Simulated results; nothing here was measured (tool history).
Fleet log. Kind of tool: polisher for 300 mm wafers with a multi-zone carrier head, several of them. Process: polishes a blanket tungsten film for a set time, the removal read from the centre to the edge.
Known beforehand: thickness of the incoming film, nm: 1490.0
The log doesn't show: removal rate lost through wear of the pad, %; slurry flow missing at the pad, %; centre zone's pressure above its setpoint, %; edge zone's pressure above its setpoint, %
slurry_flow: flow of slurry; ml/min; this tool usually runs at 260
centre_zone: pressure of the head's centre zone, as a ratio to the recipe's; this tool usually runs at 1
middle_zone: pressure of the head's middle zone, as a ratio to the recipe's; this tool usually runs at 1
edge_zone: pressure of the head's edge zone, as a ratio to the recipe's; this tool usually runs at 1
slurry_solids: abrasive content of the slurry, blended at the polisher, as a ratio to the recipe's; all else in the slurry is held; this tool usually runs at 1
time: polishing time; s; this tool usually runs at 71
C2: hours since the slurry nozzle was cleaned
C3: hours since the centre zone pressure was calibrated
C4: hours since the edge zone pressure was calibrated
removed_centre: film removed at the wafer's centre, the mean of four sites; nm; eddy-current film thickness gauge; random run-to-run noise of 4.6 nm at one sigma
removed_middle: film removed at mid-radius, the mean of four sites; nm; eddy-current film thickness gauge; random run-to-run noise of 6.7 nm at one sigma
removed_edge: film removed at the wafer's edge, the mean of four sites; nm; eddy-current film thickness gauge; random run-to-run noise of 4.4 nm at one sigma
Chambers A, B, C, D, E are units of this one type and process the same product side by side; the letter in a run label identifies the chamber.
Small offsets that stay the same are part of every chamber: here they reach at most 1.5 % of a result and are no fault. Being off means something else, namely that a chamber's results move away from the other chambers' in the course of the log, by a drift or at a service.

Run 1C, hour 7.7: usual settings; wafers polished on this pad 529; C2 423.5; C3 131.6; C4 309.8. Result: removed_centre 551.09 nm, removed_middle 544.5 nm, removed_edge 552.46 nm.
Run 2A, hour 12.8: usual settings; wafers polished on this pad 1334; C2 250.9; C3 971.3; C4 1003. Result: removed_centre 555.48 nm, removed_middle 547.7 nm, removed_edge 559.98 nm.
Run 3E, hour 20.6: usual settings; wafers polished on this pad 560; C2 178.9; C3 263.3; C4 246.4. Result: removed_centre 553.82 nm, removed_middle 556.46 nm, removed_edge 558.21 nm.
At hour 22.3: chamber A: worn pad replaced by a new one.
Run 4D, hour 25.2: usual settings; wafers polished on this pad 719; C2 410; C3 79.1; C4 535.3. Result: removed_centre 557.98 nm, removed_middle 546.85 nm, removed_edge 546.39 nm.
Run 5B, hour 32.9: usual settings; wafers polished on this pad 515; C2 68.1; C3 1181.7; C4 476.9. Result: removed_centre 554.53 nm, removed_middle 549.88 nm, removed_edge 546.27 nm.
Run 6B, hour 39.6: usual settings; wafers polished on this pad 563; C2 74.8; C3 1188.4; C4 483.6. Result: removed_centre 559.34 nm, removed_middle 539.05 nm, removed_edge 554.24 nm.
Run 7A, hour 46.2: usual settings; wafers polished on this pad 174; C2 284.3; C3 1004.7; C4 1036.4. Result: removed_centre 549.53 nm, removed_middle 554.5 nm, removed_edge 551.46 nm.
Run 8E, hour 51.9: usual settings; wafers polished on this pad 787; C2 210.2; C3 294.6; C4 277.7. Result: removed_centre 553.88 nm, removed_middle 566.42 nm, removed_edge 557.05 nm.
At hour 56.6: chamber B: worn pad replaced by a new one.
Run 9D, hour 59.9: usual settings; wafers polished on this pad 971; C2 444.7; C3 113.8; C4 570. Result: removed_centre 560.5 nm, removed_middle 553.44 nm, removed_edge 550.36 nm.
Run 10C, hour 64.8: usual settings; wafers polished on this pad 944; C2 480.6; C3 188.7; C4 366.9. Result: removed_centre 549.83 nm, removed_middle 542.05 nm, removed_edge 550.17 nm.
At hour 66.5: chamber C: worn pad replaced by a new one.
Run 11A, hour 72.6: usual settings but slurry_flow 340 ml/min, slurry_solids 1.1; wafers polished on this pad 366; C2 310.7; C3 1031.1; C4 1062.8. Result: removed_centre 574.99 nm, removed_middle 585.02 nm, removed_edge 576.54 nm.
At hour 72.8: chamber D: worn pad replaced by a new one.
Run 12C, hour 78.2: usual settings but slurry_flow 340 ml/min, slurry_solids 1.1; wafers polished on this pad 85; C2 494; C3 202.1; C4 380.3. Result: removed_centre 577.87 nm, removed_middle 570.81 nm, removed_edge 573.43 nm.
Run 13E, hour 84.6: usual settings but slurry_flow 340 ml/min, slurry_solids 1.1; wafers polished on this pad 1025; C2 242.9; C3 327.3; C4 310.4. Result: removed_centre 586.9 nm, removed_middle 579.22 nm, removed_edge 588.64 nm.
Run 14B, hour 88.6: usual settings but slurry_flow 340 ml/min, slurry_solids 1.1; wafers polished on this pad 233; C2 123.8; C3 1237.4; C4 532.6. Result: removed_centre 576.24 nm, removed_middle 583.42 nm, removed_edge 581.17 nm.
At hour 89.5: chamber B: centre zone pressure recalibrated.
Run 15D, hour 94.1: usual settings but slurry_flow 340 ml/min, slurry_solids 1.1; wafers polished on this pad 155; C2 478.9; C3 148; C4 604.2. Result: removed_centre 583.25 nm, removed_middle 583.37 nm, removed_edge 575.57 nm.
At hour 97.3: chamber E: slurry nozzle cleaned.
Run 16B, hour 99.1: usual settings; wafers polished on this pad 309; C2 134.3; C3 9.6; C4 543.1. Result: removed_centre 554.65 nm, removed_middle 547.75 nm, removed_edge 546.56 nm.
At hour 104.3: chamber A: centre zone pressure recalibrated.
Run 17C, hour 105.7: usual settings; wafers polished on this pad 285; C2 521.5; C3 229.6; C4 407.8. Result: removed_centre 545.4 nm, removed_middle 557.2 nm, removed_edge 551.43 nm.
At hour 113.2: chamber E: worn pad replaced by a new one.
Run 18A, hour 113.6: usual settings; wafers polished on this pad 664; C2 351.7; C3 9.3; C4 1103.8. Result: removed_centre 602.21 nm, removed_middle 545.42 nm, removed_edge 552.29 nm.
Run 19D, hour 120.9: usual settings but edge_zone 1.11, time 54 s; wafers polished on this pad 350; C2 505.7; C3 174.8; C4 631. Result: removed_centre 420.39 nm, removed_middle 426.03 nm, removed_edge 438.13 nm.
Run 20E, hour 125.7: usual settings but edge_zone 1.11, time 54 s; wafers polished on this pad 91; C2 28.4; C3 368.4; C4 351.5. Result: removed_centre 416.51 nm, removed_middle 421.46 nm, removed_edge 445.67 nm.
Run 21E, hour 132: usual settings but edge_zone 1.11, time 54 s; wafers polished on this pad 137; C2 34.7; C3 374.7; C4 357.8. Result: removed_centre 421.5 nm, removed_middle 420.05 nm, removed_edge 446.65 nm.
Run 22A, hour 137.1: usual settings but edge_zone 1.11, time 54 s; wafers polished on this pad 835; C2 375.2; C3 32.8; C4 1127.3. Result: removed_centre 454.34 nm, removed_middle 426.67 nm, removed_edge 441.35 nm.
Run 23C, hour 143.9: usual settings but edge_zone 1.11, time 54 s; wafers polished on this pad 563; C2 559.7; C3 267.8; C4 446. Result: removed_centre 424.01 nm, removed_middle 424.89 nm, removed_edge 444.51 nm.
At hour 146.1: chamber B: worn pad replaced by a new one.
Run 24B, hour 149.9: usual settings; wafers polished on this pad 28; C2 185.1; C3 60.4; C4 593.9. Result: removed_centre 555.42 nm, removed_middle 563.56 nm, removed_edge 556.84 nm.
Run 25D, hour 154.8: usual settings; wafers polished on this pad 596; C2 539.6; C3 208.7; C4 664.9. Result: removed_centre 568.57 nm, removed_middle 546.88 nm, removed_edge 556.2 nm.
Run 26A, hour 158.3: usual settings; wafers polished on this pad 989; C2 396.4; C3 54; C4 1148.5. Result: removed_centre 603.53 nm, removed_middle 537.87 nm, removed_edge 554.96 nm.
Run 27E, hour 161.9: usual settings; wafers polished on this pad 354; C2 64.6; C3 404.6; C4 387.7. Result: removed_centre 562.82 nm, removed_middle 549.72 nm, removed_edge 556.72 nm.
Run 28D, hour 166.1: usual settings; wafers polished on this pad 679; C2 550.9; C3 220; C4 676.2. Result: removed_centre 557.94 nm, removed_middle 540.79 nm, removed_edge 546.67 nm.
Run 29B, hour 173.2: usual settings; wafers polished on this pad 197; C2 208.4; C3 83.7; C4 617.2. Result: removed_centre 552.75 nm, removed_middle 550.72 nm, removed_edge 552.05 nm.
Run 30C, hour 176.9: usual settings but time 63 s; wafers polished on this pad 803; C2 592.7; C3 300.8; C4 479. Result: removed_centre 488.52 nm, removed_middle 483.38 nm, removed_edge 490.64 nm.
Run 31D, hour 183.7: usual settings but time 63 s; wafers polished on this pad 807; C2 568.5; C3 237.6; C4 693.8. Result: removed_centre 497.22 nm, removed_middle 477.58 nm, removed_edge 487.67 nm.
Run 32C, hour 190.1: usual settings but time 63 s; wafers polished on this pad 899; C2 605.9; C3 314; C4 492.2. Result: removed_centre 492.14 nm, removed_middle 485.5 nm, removed_edge 486.84 nm.
Run 33A, hour 195.7: usual settings but time 63 s; wafers polished on this pad 1261; C2 433.8; C3 91.4; C4 1185.9. Result: removed_centre 528.14 nm, removed_middle 490.92 nm, removed_edge 492.12 nm.

All chambers now run identical settings, listed one chamber a line with results as question marks. What results will each chamber show?
Run 34A, hour 201.6: usual settings. Result: removed_centre ?, removed_middle ?, removed_edge ?.
Run 34B, hour 201.6: usual settings. Result: removed_centre ?, removed_middle ?, removed_edge ?.
Run 34C, hour 201.6: usual settings. Result: removed_centre ?, removed_middle ?, removed_edge ?.
Run 34D, hour 201.6: usual settings. Result: removed_centre ?, removed_middle ?, removed_edge ?.
Run 34E, hour 201.6: usual settings. Result: removed_centre ?, removed_middle ?, removed_edge ?.

run  removed_centre  removed_middle  removed_edge
34A           591.4          554.04        551.96
34B          561.88          538.32        549.29
34C          556.81          551.39        544.71
34D          557.56          563.24        550.62
34E           554.8           552.2        554.14
